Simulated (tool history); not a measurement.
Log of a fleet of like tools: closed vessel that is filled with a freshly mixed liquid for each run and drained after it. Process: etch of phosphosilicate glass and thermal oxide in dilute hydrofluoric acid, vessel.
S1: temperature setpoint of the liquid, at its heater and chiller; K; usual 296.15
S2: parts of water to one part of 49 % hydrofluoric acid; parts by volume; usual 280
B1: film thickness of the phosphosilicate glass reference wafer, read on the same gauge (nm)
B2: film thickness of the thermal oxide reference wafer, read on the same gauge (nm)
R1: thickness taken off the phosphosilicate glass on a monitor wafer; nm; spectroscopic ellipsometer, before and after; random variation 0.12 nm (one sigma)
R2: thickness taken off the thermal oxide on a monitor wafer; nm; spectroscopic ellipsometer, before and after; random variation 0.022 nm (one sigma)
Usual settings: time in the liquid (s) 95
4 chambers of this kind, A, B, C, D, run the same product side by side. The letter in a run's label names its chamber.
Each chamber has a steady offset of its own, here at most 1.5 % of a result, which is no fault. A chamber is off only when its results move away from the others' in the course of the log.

run 1A hour=7.9 | S1=296.15 S2=280 time_in_the_liquid_(s)=95 | B1=99.981 B2=129.99 | R1=16.345 R2=1.2823
run 2D hour=14.3 | S1=296.15 S2=280 time_in_the_liquid_(s)=95 | B1=99.998 B2=129.99 | R1=16.388 R2=1.3060
run 3B hour=25.3 | S1=296.15 S2=280 time_in_the_liquid_(s)=95 | B1=100.010 B2=130.01 | R1=16.018 R2=1.2653
run 4C hour=36.1 | S1=296.15 S2=280 time_in_the_liquid_(s)=95 | B1=100.020 B2=130.03 | R1=15.898 R2=1.2624
run 5A hour=42.9 | S1=296.15 S2=280 time_in_the_liquid_(s)=95 | B1=100.010 B2=130.00 | R1=16.138 R2=1.3140
run 6B hour=52.2 | S1=296.15 S2=280 time_in_the_liquid_(s)=95 | B1=99.981 B2=129.97 | R1=16.252 R2=1.2349
run 7C hour=62.0 | S1=296.15 S2=280 time_in_the_liquid_(s)=95 | B1=100.010 B2=130.02 | R1=16.089 R2=1.2201
run 8D hour=72.3 | S1=296.15 S2=280 time_in_the_liquid_(s)=95 | B1=99.990 B2=129.98 | R1=16.162 R2=1.2994
run 9B hour=79.3 | S1=296.15 S2=280 time_in_the_liquid_(s)=95 | B1=100.010 B2=129.98 | R1=16.026 R2=1.2850
run 10A hour=90.5 | S1=296.15 S2=280 time_in_the_liquid_(s)=95 | B1=99.996 B2=130.00 | R1=16.163 R2=1.2787
run 11C hour=101.7 | S1=296.15 S2=280 time_in_the_liquid_(s)=140 | B1=99.985 B2=129.95 | R1=23.838 R2=1.8663
run 12D hour=108.7 | S1=296.15 S2=280 time_in_the_liquid_(s)=140 | B1=100.010 B2=130.01 | R1=23.931 R2=1.8614
run 13D hour=120.0 | S1=296.15 S2=280 time_in_the_liquid_(s)=140 | B1=99.981 B2=130.00 | R1=23.651 R2=1.8558
run 14B hour=131.9 | S1=296.15 S2=280 time_in_the_liquid_(s)=140 | B1=99.993 B2=129.96 | R1=23.639 R2=1.8383
run 15A hour=142.8 | S1=296.15 S2=280 time_in_the_liquid_(s)=95 | B1=100.000 B2=130.03 | R1=16.196 R2=1.2780
run 16C hour=150.4 | S1=296.15 S2=280 time_in_the_liquid_(s)=95 | B1=99.997 B2=130.00 | R1=16.172 R2=1.2389
run 17B hour=160.1 | S1=296.15 S2=280 time_in_the_liquid_(s)=95 | B1=100.020 B2=130.03 | R1=16.147 R2=1.2497
run 18D hour=169.2 | S1=296.15 S2=280 time_in_the_liquid_(s)=95 | B1=100.000 B2=130.02 | R1=16.018 R2=1.2167
run 19A hour=176.1 | S1=296.15 S2=280 time_in_the_liquid_(s)=95 | B1=99.988 B2=130.01 | R1=16.279 R2=1.2793
run 20C hour=188.1 | S1=296.15 S2=280 time_in_the_liquid_(s)=135 | B1=100.020 B2=130.02 | R1=23.173 R2=1.7462
run 21A hour=199.3 | S1=296.15 S2=280 time_in_the_liquid_(s)=135 | B1=99.999 B2=130.02 | R1=23.264 R2=1.8382
run 22C hour=209.6 | S1=296.15 S2=280 time_in_the_liquid_(s)=135 | B1=100.000 B2=130.01 | R1=22.672 R2=1.7575
run 23B hour=216.8 | S1=296.15 S2=280 time_in_the_liquid_(s)=135 | B1=100.020 B2=130.03 | R1=22.586 R2=1.7864
run 24D hour=228.3 | S1=296.15 S2=280 time_in_the_liquid_(s)=95 | B1=99.982 B2=130.09 | R1=16.062 R2=1.2807
run 25C hour=238.0 | S1=296.15 S2=280 time_in_the_liquid_(s)=95 | B1=100.000 B2=129.94 | R1=15.932 R2=1.2519
run 26A hour=246.3 | S1=296.15 S2=280 time_in_the_liquid_(s)=140 | B1=100.000 B2=130.02 | R1=23.634 R2=1.8713
run 27D hour=254.5 | S1=296.15 S2=280 time_in_the_liquid_(s)=140 | B1=100.010 B2=130.05 | R1=24.002 R2=1.8967
run 28B hour=262.5 | S1=296.15 S2=280 time_in_the_liquid_(s)=140 | B1=99.989 B2=130.03 | R1=23.372 R2=1.7943

What goes on in this fleet: one chamber off, a drifting gauge, or nothing beyond the chambers' own small offsets? Name the chamber and the cause, if any.

No chamber stands off beyond its own small offset, and the gauge holds steady.

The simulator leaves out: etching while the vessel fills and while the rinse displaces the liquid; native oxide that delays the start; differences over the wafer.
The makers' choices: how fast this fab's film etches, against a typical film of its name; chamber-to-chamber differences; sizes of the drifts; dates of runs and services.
